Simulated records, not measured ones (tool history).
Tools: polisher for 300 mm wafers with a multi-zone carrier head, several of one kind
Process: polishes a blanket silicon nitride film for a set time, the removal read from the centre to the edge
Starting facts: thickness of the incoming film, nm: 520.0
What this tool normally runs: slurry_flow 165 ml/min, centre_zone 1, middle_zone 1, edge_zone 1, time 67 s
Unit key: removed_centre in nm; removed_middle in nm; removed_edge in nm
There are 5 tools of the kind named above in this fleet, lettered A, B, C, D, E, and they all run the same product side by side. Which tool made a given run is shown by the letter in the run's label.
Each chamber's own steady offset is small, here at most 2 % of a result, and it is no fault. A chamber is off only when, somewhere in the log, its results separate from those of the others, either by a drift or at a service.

run,hour,slurry_flow,centre_zone,middle_zone,edge_zone,time,wafers polished on this pad,hours since the slurry nozzle was cleaned,hours since the centre zone pressure was calibrated,hours since the edge zone pressure was calibrated,removed_centre,removed_middle,removed_edge
1A,8.9,165,1,1,1,67,339,134.4,874,768.6,114.83,115.23,115.71
2C,22.5,165,1,1,1,67,899,89.1,1028,248.4,111.55,112.59,114.92
# hour 28.7: chamber D: worn pad replaced by a new one
# hour 35.3: chamber C: worn pad replaced by a new one
3B,36.2,165,1,1,1,67,1004,655.5,301.5,162.9,113.1,113.88,112.88
# hour 48.9: chamber B: worn pad replaced by a new one
4E,51.4,165,1,1,1,67,1227,507.5,778.5,411.6,110.23,114.68,112.48
# hour 61.5: chamber E: worn pad replaced by a new one
5D,65,165,1,1,1,67,446,196.1,483.1,249.7,113.25,114.39,112.13
# hour 74.9: chamber E: slurry nozzle cleaned
# hour 76.4: chamber A: worn pad replaced by a new one
6E,76.9,165,1,1.06,1,67,189,2,804,437.1,113.25,121.02,114.72
7A,89.3,165,1,1.06,1,67,158,214.8,954.4,849,115.6,119.95,115.32
8C,102.7,165,1,1.06,1,67,827,169.3,1108.2,328.6,116.92,118.8,112.81
9B,114.1,165,1,1.06,1,67,800,733.4,379.4,240.8,113.11,122.53,111.91
10D,128.1,165,1,1.06,1,67,1220,259.2,546.2,312.8,114.67,121.14,112.28
# hour 129.5: chamber D: slurry nozzle cleaned
# hour 134.5: chamber D: worn pad replaced by a new one
11D,135.5,165,1,1,1.04,89,13,6,553.6,320.2,150.44,150.66,154.12
# hour 140.2: chamber C: worn pad replaced by a new one
12A,144.3,165,1,1,1.04,89,833,269.8,1009.4,904,151.9,154.36,157.27
# hour 145.7: chamber B: worn pad replaced by a new one
# hour 146.5: chamber C: centre zone pressure recalibrated
13B,157.4,165,1,1,1.04,89,144,776.7,422.7,284.1,149.16,154.6,151.6
# hour 157.6: chamber B: slurry nozzle cleaned
# hour 158.1: chamber E: worn pad replaced by a new one
# hour 166.4: chamber A: edge zone pressure recalibrated
14E,166.8,165,1,1,1.04,89,107,91.9,893.9,527,148.59,152.15,155.58
15C,182.6,165,1,1,1.04,89,520,249.2,36.1,408.5,150.4,150.82,151.71
# hour 186.8: chamber A: worn pad replaced by a new one
16A,191.7,165,1,1,1,67,60,317.2,1056.8,25.3,116.54,114.37,116.66
17E,200,165,1,1,1,67,514,125.1,927.1,560.2,111.97,113.99,114.11
18C,213.3,165,1,1,1,67,897,279.9,66.8,439.2,113.87,114.61,112.39
# hour 218.3: chamber C: slurry nozzle cleaned
19B,223.1,165,1,1,1,67,950,65.6,488.4,349.8,114.03,116.89,111.04
# hour 223.3: chamber D: worn pad replaced by a new one
# hour 226.3: chamber A: centre zone pressure recalibrated
20D,233.3,165,1,1,1,67,122,103.8,651.4,418,115.27,114.8,112.99
# hour 239.6: chamber C: worn pad replaced by a new one
21D,241.4,165,1,1,1,67,222,111.9,659.5,426.1,115.01,112.77,115.58
# hour 244.2: chamber B: worn pad replaced by a new one
# hour 250.3: chamber E: worn pad replaced by a new one
22E,254.2,165,1,1,1,67,48,179.3,981.3,614.4,113.19,116,112.02
23A,268.9,165,1,1,1,67,1007,394.4,42.6,102.5,114.49,113.13,113.3
# hour 272.6: chamber A: worn pad replaced by a new one
24C,280.3,165,1,1,1,67,499,62.1,133.8,506.2,116.84,116.01,113.85
25B,294.2,165,1,1,1,67,614,136.7,559.5,420.9,114.2,113.28,111.98
26C,302.5,165,1,1,1,67,771,84.3,156,528.4,113.05,112.36,113.18
# hour 307: chamber E: centre zone pressure recalibrated
27E,316,165,1,1,1,67,806,241.1,9,676.2,126.7,114.27,115.31
28B,323.7,165,1,1,1,67,975,166.2,589,450.4,115.11,115.75,112.88
# hour 326.1: chamber C: worn pad replaced by a new one
# hour 326.6: chamber D: worn pad replaced by a new one
# hour 336.9: chamber B: worn pad replaced by a new one
29D,339.1,165,1,1,1,67,153,209.6,757.2,523.8,113.36,114.23,112.63
30A,349.9,165,1,1,1,67,948,475.4,123.6,183.5,114.04,115.95,114.5
31E,360.7,165,1,1,1,67,1354,285.8,53.7,720.9,127.04,114.85,113.04
# hour 363.6: chamber E: worn pad replaced by a new one
# hour 366.7: chamber A: slurry nozzle cleaned
# hour 370: chamber D: slurry nozzle cleaned
# hour 375.9: chamber A: worn pad replaced by a new one
32B,376.4,165,1,1,1,67,484,218.9,641.7,503.1,114.65,113.59,113.04
33D,383.6,165,1,1,1,67,699,13.7,801.7,568.3,113.15,114.82,111.9
34A,396.8,165,1,1,1,67,256,30.1,170.5,230.4,114.86,115.22,114.34
# hour 398.3: chamber E: edge zone pressure recalibrated
35C,404.9,165,1,1,1,67,967,186.7,258.4,630.8,114.81,115.9,113.01
# hour 409.4: chamber B: edge zone pressure recalibrated
# hour 412.9: chamber C: worn pad replaced by a new one
36D,418.4,165,1,1,1,67,1126,48.5,836.5,603.1,110.3,115.68,112.4
# hour 429.1: chamber B: worn pad replaced by a new one
37C,431.9,130,1,0.9,1,67,234,213.7,285.4,657.8,109.51,99.231,108.58
38E,444.3,130,1,0.9,1,67,991,369.4,137.3,46,117.03,98.582,111.94
39B,457.3,130,1,0.9,1,67,346,299.8,722.6,47.9,109.8,99.43,106.56
# hour 462.5: chamber E: worn pad replaced by a new one
40A,466.5,130,1,0.9,1,67,1111,99.8,240.2,300.1,107.88,101.27,112.08
41C,477.3,130,1,0.9,1,67,791,259.1,330.8,703.2,108.19,97.651,109.2
# hour 490.8: chamber E: slurry nozzle cleaned
42E,492.5,165,1,1,1,67,368,1.7,185.5,94.2,128.24,113.3,114.13

Is one chamber out of step, is the gauge drifting, or do the chambers differ by no more than their own small offsets? For an off chamber, give its letter and the likeliest cause.

A service on chamber E put it out of line with the rest.
Cause: centre zone's pressure above its setpoint, % = 10.4.

Here are 4 candidates for chamber E's next run, each the usual settings with a change, their results left as question marks. Which one brings its results back in line with what the others give on the usual settings?
In line here means within this much of the mean the other chambers give on the usual settings: removed_centre 4.3 nm; removed_middle 4.3 nm; removed_edge 3.6 nm
43E-1,504,165,0.98,1.01,1.01,67,,,,,?,?,?
43E-2,504,160,0.93,1.02,1.02,66,,,,,?,?,?
43E-3,504,165,1.02,0.99,0.99,67,,,,,?,?,?
43E-4,504,170,1.07,0.98,0.98,68,,,,,?,?,?

Average result of the remaining chambers running the usual settings: removed_centre 114.17 nm; removed_middle 114.42 nm; removed_edge 113.49 nm
run,removed_centre,removed_middle,removed_edge
43E-1,123.06,114.24,114.7
43E-2,113.91,112.97,113.12
43E-3,128.42,112.16,113.52
43E-4,137.95,113.34,115.04
It is 43E-2 that realigns the chamber with its peers.
